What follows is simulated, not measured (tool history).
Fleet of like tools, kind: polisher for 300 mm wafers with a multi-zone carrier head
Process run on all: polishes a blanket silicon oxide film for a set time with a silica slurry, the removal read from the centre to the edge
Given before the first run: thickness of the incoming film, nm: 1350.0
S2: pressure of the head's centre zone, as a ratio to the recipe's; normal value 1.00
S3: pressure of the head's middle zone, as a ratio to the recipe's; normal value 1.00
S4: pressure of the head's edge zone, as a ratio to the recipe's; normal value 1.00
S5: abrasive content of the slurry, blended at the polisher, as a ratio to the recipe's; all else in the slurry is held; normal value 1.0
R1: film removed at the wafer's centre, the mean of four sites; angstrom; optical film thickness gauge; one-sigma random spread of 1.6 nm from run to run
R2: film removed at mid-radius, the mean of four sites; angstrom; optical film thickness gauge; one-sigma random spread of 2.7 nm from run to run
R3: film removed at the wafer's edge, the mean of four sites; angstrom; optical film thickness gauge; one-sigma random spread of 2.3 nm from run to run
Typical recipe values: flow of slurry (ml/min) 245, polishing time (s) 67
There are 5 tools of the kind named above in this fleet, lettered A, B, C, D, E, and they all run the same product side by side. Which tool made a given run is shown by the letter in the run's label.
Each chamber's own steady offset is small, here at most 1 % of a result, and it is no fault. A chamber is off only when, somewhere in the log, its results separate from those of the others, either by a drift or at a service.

{"run": "1C", "hour": 6.8, "flow of slurry (ml/min)": 245, "S2": 1.0, "S3": 1.0, "S4": 1.0, "S5": 1.0, "polishing time (s)": 67, "R1": 2059.7, "R2": 2009.8, "R3": 2086.2}
{"hour": 7.6, "done": "chamber A: worn pad replaced by a new one"}
{"run": "2D", "hour": 11.6, "flow of slurry (ml/min)": 245, "S2": 1.0, "S3": 1.0, "S4": 1.0, "S5": 1.0, "polishing time (s)": 67, "R1": 2064.9, "R2": 2006.2, "R3": 2025.6}
{"run": "3A", "hour": 15.5, "flow of slurry (ml/min)": 245, "S2": 1.0, "S3": 1.0, "S4": 1.0, "S5": 1.0, "polishing time (s)": 67, "R1": 2052.0, "R2": 2030.3, "R3": 2102.3}
{"hour": 16.2, "done": "chamber A: slurry nozzle cleaned"}
{"run": "4E", "hour": 20.9, "flow of slurry (ml/min)": 245, "S2": 1.0, "S3": 1.0, "S4": 1.0, "S5": 1.0, "polishing time (s)": 67, "R1": 2049.7, "R2": 2093.5, "R3": 2081.2}
{"hour": 25.1, "done": "chamber E: slurry nozzle cleaned"}
{"run": "5B", "hour": 28.7, "flow of slurry (ml/min)": 245, "S2": 1.0, "S3": 1.0, "S4": 1.0, "S5": 1.0, "polishing time (s)": 67, "R1": 2035.0, "R2": 2089.6, "R3": 2102.9}
{"hour": 29.0, "done": "chamber E: worn pad replaced by a new one"}
{"hour": 30.9, "done": "chamber C: slurry nozzle cleaned"}
{"hour": 31.1, "done": "chamber C: worn pad replaced by a new one"}
{"run": "6A", "hour": 34.2, "flow of slurry (ml/min)": 245, "S2": 1.0, "S3": 1.0, "S4": 1.0, "S5": 1.0, "polishing time (s)": 67, "R1": 2102.8, "R2": 2061.2, "R3": 2047.7}
{"run": "7C", "hour": 39.9, "flow of slurry (ml/min)": 245, "S2": 1.0, "S3": 1.0, "S4": 1.0, "S5": 1.0, "polishing time (s)": 67, "R1": 2036.8, "R2": 2100.6, "R3": 2087.1}
{"run": "8E", "hour": 45.0, "flow of slurry (ml/min)": 245, "S2": 1.0, "S3": 1.0, "S4": 1.0, "S5": 1.0, "polishing time (s)": 67, "R1": 2050.9, "R2": 2048.4, "R3": 2077.3}
{"run": "9D", "hour": 50.6, "flow of slurry (ml/min)": 245, "S2": 1.0, "S3": 1.0, "S4": 1.0, "S5": 1.0, "polishing time (s)": 67, "R1": 2066.2, "R2": 2041.4, "R3": 2069.9}
{"run": "10B", "hour": 58.3, "flow of slurry (ml/min)": 245, "S2": 1.05, "S3": 1.0, "S4": 1.06, "S5": 1.0, "polishing time (s)": 67, "R1": 2174.2, "R2": 2068.9, "R3": 2090.5}
{"run": "11E", "hour": 62.3, "flow of slurry (ml/min)": 245, "S2": 1.05, "S3": 1.0, "S4": 1.06, "S5": 1.0, "polishing time (s)": 67, "R1": 2162.4, "R2": 2103.4, "R3": 2156.1}
{"hour": 67.3, "done": "chamber B: worn pad replaced by a new one"}
{"run": "12B", "hour": 71.4, "flow of slurry (ml/min)": 245, "S2": 1.05, "S3": 1.0, "S4": 1.06, "S5": 1.0, "polishing time (s)": 67, "R1": 2147.4, "R2": 2080.6, "R3": 2111.3}
{"hour": 73.0, "done": "chamber B: centre zone pressure recalibrated"}
{"hour": 75.7, "done": "chamber C: worn pad replaced by a new one"}
{"hour": 76.9, "done": "chamber D: worn pad replaced by a new one"}
{"run": "13A", "hour": 79.8, "flow of slurry (ml/min)": 245, "S2": 1.05, "S3": 1.0, "S4": 1.06, "S5": 1.0, "polishing time (s)": 67, "R1": 2172.1, "R2": 2085.7, "R3": 2138.3}
{"run": "14D", "hour": 84.0, "flow of slurry (ml/min)": 245, "S2": 1.05, "S3": 1.0, "S4": 1.06, "S5": 1.0, "polishing time (s)": 67, "R1": 2150.0, "R2": 2037.5, "R3": 2144.6}
{"hour": 87.5, "done": "chamber E: worn pad replaced by a new one"}
{"hour": 91.7, "done": "chamber D: centre zone pressure recalibrated"}
{"run": "15C", "hour": 92.5, "flow of slurry (ml/min)": 245, "S2": 1.0, "S3": 1.0, "S4": 1.0, "S5": 1.0, "polishing time (s)": 67, "R1": 2058.7, "R2": 2121.4, "R3": 2075.8}
{"run": "16E", "hour": 96.4, "flow of slurry (ml/min)": 245, "S2": 1.0, "S3": 1.0, "S4": 1.0, "S5": 1.0, "polishing time (s)": 67, "R1": 2032.8, "R2": 2071.5, "R3": 2041.5}
{"run": "17C", "hour": 104.6, "flow of slurry (ml/min)": 245, "S2": 1.0, "S3": 1.0, "S4": 1.0, "S5": 1.0, "polishing time (s)": 67, "R1": 2081.5, "R2": 2057.4, "R3": 2040.3}
{"run": "18B", "hour": 112.0, "flow of slurry (ml/min)": 245, "S2": 1.0, "S3": 1.0, "S4": 1.0, "S5": 1.0, "polishing time (s)": 67, "R1": 2053.6, "R2": 2080.8, "R3": 2049.4}
{"run": "19D", "hour": 120.7, "flow of slurry (ml/min)": 245, "S2": 1.0, "S3": 1.0, "S4": 1.0, "S5": 1.0, "polishing time (s)": 67, "R1": 2178.6, "R2": 2070.1, "R3": 2105.9}
{"run": "20A", "hour": 126.6, "flow of slurry (ml/min)": 245, "S2": 1.0, "S3": 1.0, "S4": 1.0, "S5": 1.0, "polishing time (s)": 67, "R1": 2051.3, "R2": 2057.3, "R3": 2098.9}
{"hour": 130.0, "done": "chamber A: centre zone pressure recalibrated"}
{"hour": 131.1, "done": "chamber C: worn pad replaced by a new one"}
{"run": "21A", "hour": 134.0, "flow of slurry (ml/min)": 245, "S2": 1.0, "S3": 1.0, "S4": 1.0, "S5": 1.0, "polishing time (s)": 67, "R1": 2069.4, "R2": 2081.6, "R3": 2045.2}
{"hour": 137.2, "done": "chamber B: worn pad replaced by a new one"}
{"hour": 138.1, "done": "chamber E: worn pad replaced by a new one"}
{"hour": 139.9, "done": "chamber A: worn pad replaced by a new one"}
{"run": "22C", "hour": 141.3, "flow of slurry (ml/min)": 245, "S2": 1.0, "S3": 1.0, "S4": 1.0, "S5": 1.0, "polishing time (s)": 67, "R1": 2066.5, "R2": 2112.9, "R3": 2077.2}
{"run": "23D", "hour": 150.3, "flow of slurry (ml/min)": 245, "S2": 1.0, "S3": 1.0, "S4": 1.0, "S5": 1.0, "polishing time (s)": 67, "R1": 2190.6, "R2": 2037.9, "R3": 2030.2}
{"hour": 152.9, "done": "chamber D: worn pad replaced by a new one"}
{"run": "24E", "hour": 155.5, "flow of slurry (ml/min)": 245, "S2": 1.0, "S3": 1.0, "S4": 1.0, "S5": 1.0, "polishing time (s)": 67, "R1": 2065.0, "R2": 2072.8, "R3": 2095.8}
{"run": "25B", "hour": 161.7, "flow of slurry (ml/min)": 245, "S2": 1.0, "S3": 1.0, "S4": 1.0, "S5": 1.0, "polishing time (s)": 67, "R1": 2095.2, "R2": 2025.8, "R3": 2049.2}
{"run": "26D", "hour": 168.7, "flow of slurry (ml/min)": 245, "S2": 1.0, "S3": 1.0, "S4": 1.0, "S5": 1.0, "polishing time (s)": 67, "R1": 2184.6, "R2": 2046.8, "R3": 2087.6}
{"run": "27B", "hour": 173.2, "flow of slurry (ml/min)": 245, "S2": 1.0, "S3": 1.0, "S4": 1.0, "S5": 1.1, "polishing time (s)": 56, "R1": 1797.5, "R2": 1799.6, "R3": 1784.5}
{"run": "28E", "hour": 177.4, "flow of slurry (ml/min)": 245, "S2": 1.0, "S3": 1.0, "S4": 1.0, "S5": 1.1, "polishing time (s)": 56, "R1": 1789.2, "R2": 1824.9, "R3": 1800.1}
{"hour": 178.9, "done": "chamber C: worn pad replaced by a new one"}
{"hour": 179.5, "done": "chamber C: edge zone pressure recalibrated"}
{"run": "29C", "hour": 182.2, "flow of slurry (ml/min)": 245, "S2": 1.0, "S3": 1.0, "S4": 1.0, "S5": 1.1, "polishing time (s)": 56, "R1": 1792.0, "R2": 1789.8, "R3": 1844.2}
{"hour": 185.8, "done": "chamber E: worn pad replaced by a new one"}
{"run": "30A", "hour": 187.0, "flow of slurry (ml/min)": 245, "S2": 1.0, "S3": 1.0, "S4": 1.0, "S5": 1.1, "polishing time (s)": 56, "R1": 1816.8, "R2": 1783.6, "R3": 1820.8}
{"run": "31C", "hour": 192.1, "flow of slurry (ml/min)": 245, "S2": 1.0, "S3": 1.0, "S4": 1.0, "S5": 1.1, "polishing time (s)": 56, "R1": 1813.4, "R2": 1789.1, "R3": 1778.3}
{"run": "32A", "hour": 196.5, "flow of slurry (ml/min)": 245, "S2": 1.0, "S3": 1.0, "S4": 1.0, "S5": 1.0, "polishing time (s)": 67, "R1": 2072.6, "R2": 2072.0, "R3": 2076.2}
{"run": "33B", "hour": 200.7, "flow of slurry (ml/min)": 245, "S2": 1.0, "S3": 1.0, "S4": 1.0, "S5": 1.0, "polishing time (s)": 67, "R1": 2051.9, "R2": 2039.0, "R3": 2066.1}
{"run": "34E", "hour": 206.8, "flow of slurry (ml/min)": 245, "S2": 1.0, "S3": 1.0, "S4": 1.0, "S5": 1.0, "polishing time (s)": 67, "R1": 2078.3, "R2": 2027.1, "R3": 2062.4}
{"run": "35D", "hour": 214.8, "flow of slurry (ml/min)": 245, "S2": 1.0, "S3": 1.0, "S4": 1.0, "S5": 1.0, "polishing time (s)": 67, "R1": 2156.9, "R2": 2044.4, "R3": 2057.5}

Next, every chamber runs the same settings. What will each give?
{"run": "36A", "hour": 221.3, "flow of slurry (ml/min)": 245, "S2": 1.0, "S3": 1.05, "S4": 1.0, "S5": 1.0, "polishing time (s)": 67, "R1": "?", "R2": "?", "R3": "?"}
{"run": "36B", "hour": 221.3, "flow of slurry (ml/min)": 245, "S2": 1.0, "S3": 1.05, "S4": 1.0, "S5": 1.0, "polishing time (s)": 67, "R1": "?", "R2": "?", "R3": "?"}
{"run": "36C", "hour": 221.3, "flow of slurry (ml/min)": 245, "S2": 1.0, "S3": 1.05, "S4": 1.0, "S5": 1.0, "polishing time (s)": 67, "R1": "?", "R2": "?", "R3": "?"}
{"run": "36D", "hour": 221.3, "flow of slurry (ml/min)": 245, "S2": 1.0, "S3": 1.05, "S4": 1.0, "S5": 1.0, "polishing time (s)": 67, "R1": "?", "R2": "?", "R3": "?"}
{"run": "36E", "hour": 221.3, "flow of slurry (ml/min)": 245, "S2": 1.0, "S3": 1.05, "S4": 1.0, "S5": 1.0, "polishing time (s)": 67, "R1": "?", "R2": "?", "R3": "?"}

run=36A R1=2041.7 R2=2191.8 R3=2037.6
run=36B R1=2042.9 R2=2159.8 R3=2020.2
run=36C R1=2080.2 R2=2196.8 R3=2074.3
run=36D R1=2179.1 R2=2119.0 R3=2067.5
run=36E R1=2073.9 R2=2149.4 R3=2079.0
